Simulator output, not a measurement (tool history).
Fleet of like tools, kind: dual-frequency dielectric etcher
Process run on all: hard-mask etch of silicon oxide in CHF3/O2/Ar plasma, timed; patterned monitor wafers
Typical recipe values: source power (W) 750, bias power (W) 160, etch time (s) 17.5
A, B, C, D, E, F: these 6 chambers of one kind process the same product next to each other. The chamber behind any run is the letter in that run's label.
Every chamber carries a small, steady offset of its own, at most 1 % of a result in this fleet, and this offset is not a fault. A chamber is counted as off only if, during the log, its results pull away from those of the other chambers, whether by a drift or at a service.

run	day	source power (W)	bias power (W)	etch time (s)	hours since the last wet clean	hours since the last source power generator calibration	hours since the last bias power generator calibration	read-back reference wafer on the same gauge, depth_nm	mean etch depth across the wafer (angstrom)
1A	0.192	750	160	17.5	457.8	1781.2	458.7	39.198	360.95
# day 0.279: chamber B: wet clean of the chamber
2C	0.346	750	160	17.5	10.9	1365.8	2916.3	39.196	358.95
3F	0.483	750	160	17.5	277.4	2377.9	3175.3	39.192	360.13
4D	0.625	750	160	17.5	58.4	1840.1	769.3	39.18	362.42
5E	0.717	750	160	17.5	92.3	45.2	1289.7	39.182	360.97
6B	0.904	750	160	17.5	15.1	1687.4	2153.6	39.163	362.26
7A	1.058	750	160	17.5	478.6	1802	479.5	39.164	361.41
8D	1.179	750	160	17.5	71.7	1853.4	782.6	39.162	362.23
9E	1.279	750	160	17.5	105.8	58.7	1303.2	39.154	360.33
10C	1.404	750	160	17.5	36.3	1391.2	2941.7	39.161	358.76
11F	1.6	750	160	17.5	304.2	2404.7	3202.1	39.149	360.66
12B	1.746	750	141	19.5	35.3	1707.6	2173.8	39.156	387.83
# day 1.767: chamber A: wet clean of the chamber
13B	1.867	750	141	19.5	38.2	1710.5	2176.7	39.151	386.91
14F	1.992	750	141	19.5	313.6	2414.1	3211.5	39.138	384.98
15E	2.133	750	141	19.5	126.3	79.2	1323.7	39.138	385.4
16D	2.233	750	141	19.5	97	1878.7	807.9	39.129	387.01
17C	2.358	750	141	19.5	59.2	1414.1	2964.6	39.138	383.7
18A	2.492	750	160	17.5	17.4	1836.4	513.9	39.127	360.69
19D	2.671	750	160	17.5	107.5	1889.2	818.4	39.131	362.26
20E	2.779	750	160	17.5	141.8	94.7	1339.2	39.121	359.72
21F	2.983	750	160	17.5	337.4	2437.9	3235.3	39.113	359.94
22A	3.104	750	160	17.5	32.1	1851.1	528.6	39.106	359.79
23C	3.238	750	160	17.5	80.3	1435.2	2985.7	39.097	358.47
24B	3.425	750	160	17.5	75.6	1747.9	2214.1	39.101	361.07
25E	3.617	750	160	17.5	161.9	114.8	1359.3	39.093	359.76
26B	3.75	750	160	17.5	83.4	1755.7	2221.9	39.082	361.57
27F	3.842	750	140	21.5	358	2458.5	3255.9	39.077	424.02
28D	3.942	750	140	21.5	138	1919.7	848.9	39.086	425.06
29A	4.058	750	140	21.5	55	1874	551.5	39.083	423.8
30C	4.225	750	140	21.5	104	1458.9	3009.4	39.07	421.61
31F	4.383	750	140	21.5	371	2471.5	3268.9	39.067	423.04
32E	4.504	750	140	21.5	183.2	136.1	1380.6	39.068	423.3
33A	4.633	750	160	17.5	68.8	1887.8	565.3	39.068	359.95
34C	4.808	750	160	17.5	118	1472.9	3023.4	39.061	357.08
35D	5.004	750	176	17.5	163.5	1945.2	874.4	39.044	372.62
36B	5.1	750	176	17.5	115.8	1788.1	2254.3	39.053	371.59
37D	5.204	750	176	17.5	168.3	1950	879.2	39.038	372.35
38E	5.392	750	176	17.5	204.5	157.4	1401.9	39.043	370.54
39A	5.512	750	176	17.5	89.9	1908.9	586.4	39.023	370.76

One chamber off, gauge drift, or nothing amiss beyond the chambers' own small offsets? If it is a chamber, which one, and what is the likeliest cause?

Gauge drift. The chambers move together only on paper, and none stands off.
Cause: gauge reads low (%) = 0.43.
